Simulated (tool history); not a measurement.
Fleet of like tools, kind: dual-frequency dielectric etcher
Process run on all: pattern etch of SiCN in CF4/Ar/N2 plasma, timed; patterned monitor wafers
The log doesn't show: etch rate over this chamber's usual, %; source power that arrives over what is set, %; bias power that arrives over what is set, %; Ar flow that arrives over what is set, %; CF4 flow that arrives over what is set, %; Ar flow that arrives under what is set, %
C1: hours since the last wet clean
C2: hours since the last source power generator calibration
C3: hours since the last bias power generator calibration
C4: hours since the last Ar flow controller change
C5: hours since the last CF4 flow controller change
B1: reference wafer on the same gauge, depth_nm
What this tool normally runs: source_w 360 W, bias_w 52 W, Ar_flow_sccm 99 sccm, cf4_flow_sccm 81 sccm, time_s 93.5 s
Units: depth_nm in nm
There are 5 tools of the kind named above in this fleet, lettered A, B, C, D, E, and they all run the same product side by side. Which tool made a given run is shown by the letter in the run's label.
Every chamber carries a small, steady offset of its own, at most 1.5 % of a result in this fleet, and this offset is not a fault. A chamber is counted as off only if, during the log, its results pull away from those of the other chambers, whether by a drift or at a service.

Run 1E, hour 12.6: usual settings; C1 45.4; C2 1826.8; C3 539.1; C4 3193.7; C5 4083.9; B1 59.526. Result: depth_nm 60.307 nm.
Run 2C, hour 25.8: usual settings; C1 336.8; C2 2319.8; C3 116.7; C4 2420.0; C5 3755.6; B1 59.469. Result: depth_nm 60.310 nm.
Run 3A, hour 36.5: usual settings; C1 326.1; C2 694.2; C3 2198.8; C4 1597.7; C5 796.6; B1 59.452. Result: depth_nm 61.206 nm.
Run 4D, hour 43.0: usual settings; C1 165.7; C2 1178.2; C3 585.8; C4 1627.7; C5 4350.3; B1 59.526. Result: depth_nm 60.295 nm.
At hour 49.6: chamber A: Ar flow controller replaced.
Run 5B, hour 53.6: usual settings; C1 111.9; C2 66.9; C3 1002.4; C4 1447.2; C5 2940.4; B1 59.495. Result: depth_nm 60.863 nm.
Run 6B, hour 63.1: usual settings; C1 121.4; C2 76.4; C3 1011.9; C4 1456.7; C5 2949.9; B1 59.514. Result: depth_nm 60.760 nm.
Run 7C, hour 75.2: usual settings but cf4_flow_sccm 90 sccm, time_s 84.5 s; C1 386.2; C2 2369.2; C3 166.1; C4 2469.4; C5 3805.0; B1 59.484. Result: depth_nm 55.620 nm.
Run 8D, hour 88.8: usual settings but cf4_flow_sccm 90 sccm, time_s 84.5 s; C1 211.5; C2 1224.0; C3 631.6; C4 1673.5; C5 4396.1; B1 59.426. Result: depth_nm 55.508 nm.
Run 9E, hour 101.8: usual settings but cf4_flow_sccm 90 sccm, time_s 84.5 s; C1 134.6; C2 1916.0; C3 628.3; C4 3282.9; C5 4173.1; B1 59.510. Result: depth_nm 55.510 nm.
At hour 104.7: chamber A: wet clean of the chamber.
Run 10A, hour 107.9: usual settings but cf4_flow_sccm 90 sccm, time_s 84.5 s; C1 3.3; C2 765.6; C3 2270.2; C4 58.4; C5 868.0; B1 59.548. Result: depth_nm 56.224 nm.
Run 11B, hour 114.9: usual settings but cf4_flow_sccm 90 sccm, time_s 84.5 s; C1 173.2; C2 128.2; C3 1063.7; C4 1508.5; C5 3001.7; B1 59.461. Result: depth_nm 55.792 nm.
Run 12E, hour 126.9: usual settings; C1 159.7; C2 1941.1; C3 653.4; C4 3308.0; C5 4198.2; B1 59.498. Result: depth_nm 59.863 nm.
Run 13C, hour 139.4: usual settings; C1 450.4; C2 2433.4; C3 230.3; C4 2533.6; C5 3869.2; B1 59.495. Result: depth_nm 60.957 nm.
Run 14A, hour 147.0: usual settings; C1 42.4; C2 804.7; C3 2309.3; C4 97.5; C5 907.1; B1 59.520. Result: depth_nm 61.753 nm.
Run 15D, hour 157.0: usual settings; C1 279.7; C2 1292.2; C3 699.8; C4 1741.7; C5 4464.3; B1 59.535. Result: depth_nm 60.420 nm.
Run 16D, hour 166.5: usual settings; C1 289.2; C2 1301.7; C3 709.3; C4 1751.2; C5 4473.8; B1 59.537. Result: depth_nm 60.708 nm.
Run 17A, hour 175.7: usual settings; C1 71.1; C2 833.4; C3 2338.0; C4 126.2; C5 935.8; B1 59.483. Result: depth_nm 61.737 nm.
At hour 178.0: chamber C: wet clean of the chamber.
Run 18C, hour 186.7: usual settings; C1 8.7; C2 2480.7; C3 277.6; C4 2580.9; C5 3916.5; B1 59.504. Result: depth_nm 60.313 nm.
Run 19E, hour 199.2: usual settings; C1 232.0; C2 2013.4; C3 725.7; C4 3380.3; C5 4270.5; B1 59.556. Result: depth_nm 60.288 nm.
Run 20B, hour 208.0: usual settings but bias_w 61 W; C1 266.3; C2 221.3; C3 1156.8; C4 1601.6; C5 3094.8; B1 59.503. Result: depth_nm 63.838 nm.
Run 21A, hour 218.3: usual settings but bias_w 61 W; C1 113.7; C2 876.0; C3 2380.6; C4 168.8; C5 978.4; B1 59.532. Result: depth_nm 65.302 nm.
Run 22E, hour 229.8: usual settings but bias_w 61 W; C1 262.6; C2 2044.0; C3 756.3; C4 3410.9; C5 4301.1; B1 59.479. Result: depth_nm 63.412 nm.
Run 23C, hour 236.0: usual settings but bias_w 61 W; C1 58.0; C2 2530.0; C3 326.9; C4 2630.2; C5 3965.8; B1 59.538. Result: depth_nm 63.577 nm.
Run 24B, hour 243.2: usual settings but bias_w 61 W; C1 301.5; C2 256.5; C3 1192.0; C4 1636.8; C5 3130.0; B1 59.469. Result: depth_nm 64.167 nm.
Run 25D, hour 256.5: usual settings; C1 379.2; C2 1391.7; C3 799.3; C4 1841.2; C5 4563.8; B1 59.485. Result: depth_nm 60.729 nm.
Run 26B, hour 269.7: usual settings but time_s 68.5 s; C1 328.0; C2 283.0; C3 1218.5; C4 1663.3; C5 3156.5; B1 59.470. Result: depth_nm 44.552 nm.
Run 27E, hour 280.0: usual settings but time_s 68.5 s; C1 312.8; C2 2094.2; C3 806.5; C4 3461.1; C5 4351.3; B1 59.489. Result: depth_nm 44.138 nm.
Run 28D, hour 287.2: usual settings but time_s 68.5 s; C1 409.9; C2 1422.4; C3 830.0; C4 1871.9; C5 4594.5; B1 59.513. Result: depth_nm 44.601 nm.
Run 29A, hour 294.0: usual settings but time_s 68.5 s; C1 189.4; C2 951.7; C3 2456.3; C4 244.5; C5 1054.1; B1 59.501. Result: depth_nm 45.576 nm.
At hour 295.9: chamber D: wet clean of the chamber.
Run 30C, hour 300.1: usual settings but time_s 68.5 s; C1 122.1; C2 2594.1; C3 391.0; C4 2694.3; C5 4029.9; B1 59.508. Result: depth_nm 44.513 nm.
At hour 301.5: chamber D: CF4 flow controller replaced.
Run 31D, hour 306.3: usual settings; C1 10.5; C2 1441.5; C3 849.1; C4 1891.0; C5 4.8; B1 59.472. Result: depth_nm 60.741 nm.
Run 32C, hour 314.5: usual settings; C1 136.5; C2 2608.5; C3 405.4; C4 2708.7; C5 4044.3; B1 59.491. Result: depth_nm 60.675 nm.

Which is it: a chamber that has drifted or been left off by a service, a gauge drift common to all chambers, or only each chamber's usual small offset? If a chamber is off, name it and its likeliest cause.

One chamber, A, drifts off from the rest bit by bit.
Likeliest cause: source power that arrives over what is set, % = 2.91.
With only this log, it may be confused with: etch rate over this chamber's usual, %.

Chamber A could run next with any of the 4 candidate recipes listed below; each alters the usual settings, and their results appear as question marks. Which one brings its results back in line with what the other chambers deliver on the usual settings?
In-line tolerance around the mean of the other chambers on the usual settings: depth_nm 0.700 nm
Run 33A-1, hour 324.3: usual settings but bias_w 57 W, cf4_flow_sccm 85 sccm. Result: depth_nm ?.
Run 33A-2, hour 324.3: usual settings but cf4_flow_sccm 62 sccm. Result: depth_nm ?.
Run 33A-3, hour 324.3: usual settings but time_s 95.0 s. Result: depth_nm ?.
Run 33A-4, hour 324.3: usual settings but time_s 92.0 s. Result: depth_nm ?.

What the other chambers average on the usual settings: depth_nm 60.498 nm
  run  depth_nm
33A-1    65.349
33A-2    60.277
33A-3    63.960
33A-4    61.940
With 33A-2, the chamber falls back in line with the rest.

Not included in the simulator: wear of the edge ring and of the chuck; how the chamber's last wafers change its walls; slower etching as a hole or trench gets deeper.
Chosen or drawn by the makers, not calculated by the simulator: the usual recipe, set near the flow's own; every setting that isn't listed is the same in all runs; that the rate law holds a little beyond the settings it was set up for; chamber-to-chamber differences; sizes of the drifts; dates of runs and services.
